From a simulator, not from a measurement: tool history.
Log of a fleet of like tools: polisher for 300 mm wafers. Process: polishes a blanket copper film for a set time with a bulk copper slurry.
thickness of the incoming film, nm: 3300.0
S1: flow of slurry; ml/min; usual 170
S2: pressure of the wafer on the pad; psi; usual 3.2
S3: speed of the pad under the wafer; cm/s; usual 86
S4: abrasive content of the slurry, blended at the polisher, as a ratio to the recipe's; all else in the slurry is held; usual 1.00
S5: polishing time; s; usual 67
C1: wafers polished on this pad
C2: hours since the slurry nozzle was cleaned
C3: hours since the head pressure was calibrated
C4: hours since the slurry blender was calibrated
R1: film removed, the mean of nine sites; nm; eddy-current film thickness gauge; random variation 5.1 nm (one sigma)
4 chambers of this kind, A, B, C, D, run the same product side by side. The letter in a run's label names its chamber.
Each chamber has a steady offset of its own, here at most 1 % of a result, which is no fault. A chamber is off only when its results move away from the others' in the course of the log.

-- hour=10.7 chamber C: head pressure recalibrated
run 1A hour=12.1 | S1=170 S2=3.2 S3=86 S4=1.00 S5=67 | C1=659 C2=229.6 C3=353.6 C4=276.6 | R1=572.57
run 2C hour=21.8 | S1=170 S2=3.2 S3=86 S4=1.00 S5=67 | C1=1207 C2=619.4 C3=11.1 C4=80.1 | R1=584.23
run 3B hour=31.4 | S1=170 S2=3.2 S3=86 S4=1.00 S5=67 | C1=451 C2=686.5 C3=545.2 C4=77.6 | R1=573.14
run 4D hour=37.7 | S1=170 S2=3.2 S3=86 S4=1.00 S5=67 | C1=325 C2=547.4 C3=664.3 C4=241.2 | R1=562.06
run 5B hour=51.9 | S1=170 S2=3.2 S3=86 S4=1.00 S5=67 | C1=597 C2=707.0 C3=565.7 C4=98.1 | R1=576.22
-- hour=56.9 chamber B: worn pad replaced by a new one
-- hour=60.2 chamber A: worn pad replaced by a new one
run 6C hour=62.3 | S1=170 S2=2.5 S3=86 S4=1.25 S5=67 | C1=1498 C2=659.9 C3=51.6 C4=120.6 | R1=469.99
-- hour=64.4 chamber D: slurry nozzle cleaned
-- hour=67.1 chamber C: worn pad replaced by a new one
run 7D hour=70.4 | S1=170 S2=2.5 S3=86 S4=1.25 S5=67 | C1=559 C2=6.1 C3=697.0 C4=273.9 | R1=466.78
run 8A hour=77.5 | S1=170 S2=2.5 S3=86 S4=1.25 S5=67 | C1=123 C2=295.0 C3=419.0 C4=342.0 | R1=473.81
run 9B hour=87.7 | S1=170 S2=2.5 S3=86 S4=1.25 S5=67 | C1=221 C2=742.8 C3=601.5 C4=133.9 | R1=456.82
-- hour=91.4 chamber D: worn pad replaced by a new one
-- hour=96.5 chamber C: slurry nozzle cleaned
run 10D hour=99.4 | S1=170 S2=3.2 S3=86 S4=1.00 S5=67 | C1=57 C2=35.1 C3=726.0 C4=302.9 | R1=572.65
-- hour=107.5 chamber B: slurry nozzle cleaned
run 11C hour=112.6 | S1=170 S2=3.2 S3=86 S4=1.00 S5=67 | C1=326 C2=16.1 C3=101.9 C4=170.9 | R1=575.88
run 12A hour=120.4 | S1=170 S2=3.7 S3=86 S4=1.00 S5=67 | C1=431 C2=337.9 C3=461.9 C4=384.9 | R1=660.04
-- hour=129.8 chamber B: worn pad replaced by a new one
run 13A hour=131.3 | S1=170 S2=3.7 S3=86 S4=1.00 S5=67 | C1=509 C2=348.8 C3=472.8 C4=395.8 | R1=655.32
run 14B hour=145.4 | S1=170 S2=3.7 S3=86 S4=1.00 S5=67 | C1=111 C2=37.9 C3=659.2 C4=191.6 | R1=626.72
run 15D hour=157.1 | S1=170 S2=3.7 S3=86 S4=1.00 S5=67 | C1=470 C2=92.8 C3=783.7 C4=360.6 | R1=668.64
run 16C hour=165.9 | S1=170 S2=3.2 S3=68 S4=1.00 S5=53 | C1=707 C2=69.4 C3=155.2 C4=224.2 | R1=362.97
run 17B hour=179.3 | S1=170 S2=3.2 S3=68 S4=1.00 S5=53 | C1=354 C2=71.8 C3=693.1 C4=225.5 | R1=336.91
run 18C hour=189.6 | S1=170 S2=3.2 S3=68 S4=1.00 S5=53 | C1=877 C2=93.1 C3=178.9 C4=247.9 | R1=365.82
-- hour=190.8 chamber D: worn pad replaced by a new one
-- hour=196.5 chamber A: worn pad replaced by a new one
-- hour=201.2 chamber B: worn pad replaced by a new one
run 19A hour=201.8 | S1=170 S2=3.2 S3=68 S4=1.00 S5=53 | C1=38 C2=419.3 C3=543.3 C4=466.3 | R1=359.35
run 20D hour=213.0 | S1=170 S2=3.2 S3=86 S4=1.00 S5=67 | C1=159 C2=148.7 C3=839.6 C4=416.5 | R1=574.52
-- hour=215.8 chamber D: slurry blender recalibrated
-- hour=219.5 chamber A: slurry blender recalibrated
run 21C hour=221.2 | S1=170 S2=3.2 S3=86 S4=1.00 S5=67 | C1=1104 C2=124.7 C3=210.5 C4=279.5 | R1=575.60
run 22A hour=228.0 | S1=170 S2=3.2 S3=86 S4=1.00 S5=67 | C1=226 C2=445.5 C3=569.5 C4=8.5 | R1=578.28
run 23D hour=239.0 | S1=170 S2=3.2 S3=86 S4=1.00 S5=67 | C1=345 C2=174.7 C3=865.6 C4=23.3 | R1=577.25
-- hour=246.4 chamber C: worn pad replaced by a new one
run 24B hour=250.0 | S1=170 S2=3.2 S3=86 S4=1.00 S5=67 | C1=349 C2=142.5 C3=763.8 C4=296.2 | R1=518.32
run 25A hour=256.4 | S1=170 S2=3.2 S3=86 S4=1.00 S5=67 | C1=429 C2=473.9 C3=597.9 C4=36.9 | R1=573.03
run 26D hour=267.2 | S1=170 S2=3.2 S3=86 S4=1.00 S5=67 | C1=547 C2=202.9 C3=893.8 C4=51.5 | R1=568.41
run 27B hour=279.1 | S1=170 S2=3.2 S3=86 S4=1.00 S5=67 | C1=558 C2=171.6 C3=792.9 C4=325.3 | R1=515.20
run 28C hour=292.1 | S1=170 S2=3.2 S3=86 S4=1.00 S5=67 | C1=327 C2=195.6 C3=281.4 C4=350.4 | R1=569.71

What goes on in this fleet: one chamber off, a drifting gauge, or nothing beyond the chambers' own small offsets? Name the chamber and the cause, if any.

Chamber B drifts away from the others.
Cause: head's pressure below its setpoint, % = 9.97.
The log may not tell that from: abrasive missing from the slurry, %.

Here are 4 candidates for chamber B's next run, each the usual settings with a change, their results left as question marks. Which one brings its results back in line with what the others give on the usual settings?
In line means no further than this from the other chambers' mean on the usual settings: R1 18.00 nm
run 29B-1 hour=302.3 | S1=165 S2=2.9 S3=86 S4=1.00 S5=60 | R1=?
run 29B-2 hour=302.3 | S1=170 S2=3.6 S3=86 S4=1.00 S5=74 | R1=?
run 29B-3 hour=302.3 | S1=170 S2=2.9 S3=86 S4=1.00 S5=67 | R1=?
run 29B-4 hour=302.3 | S1=175 S2=3.6 S3=86 S4=1.00 S5=67 | R1=?

The other chambers' mean on the usual settings: R1 572.66 nm
run=29B-1 R1=416.62
run=29B-2 R1=641.42
run=29B-3 R1=467.43
run=29B-4 R1=583.34
29B-4 brings the chamber back in line.
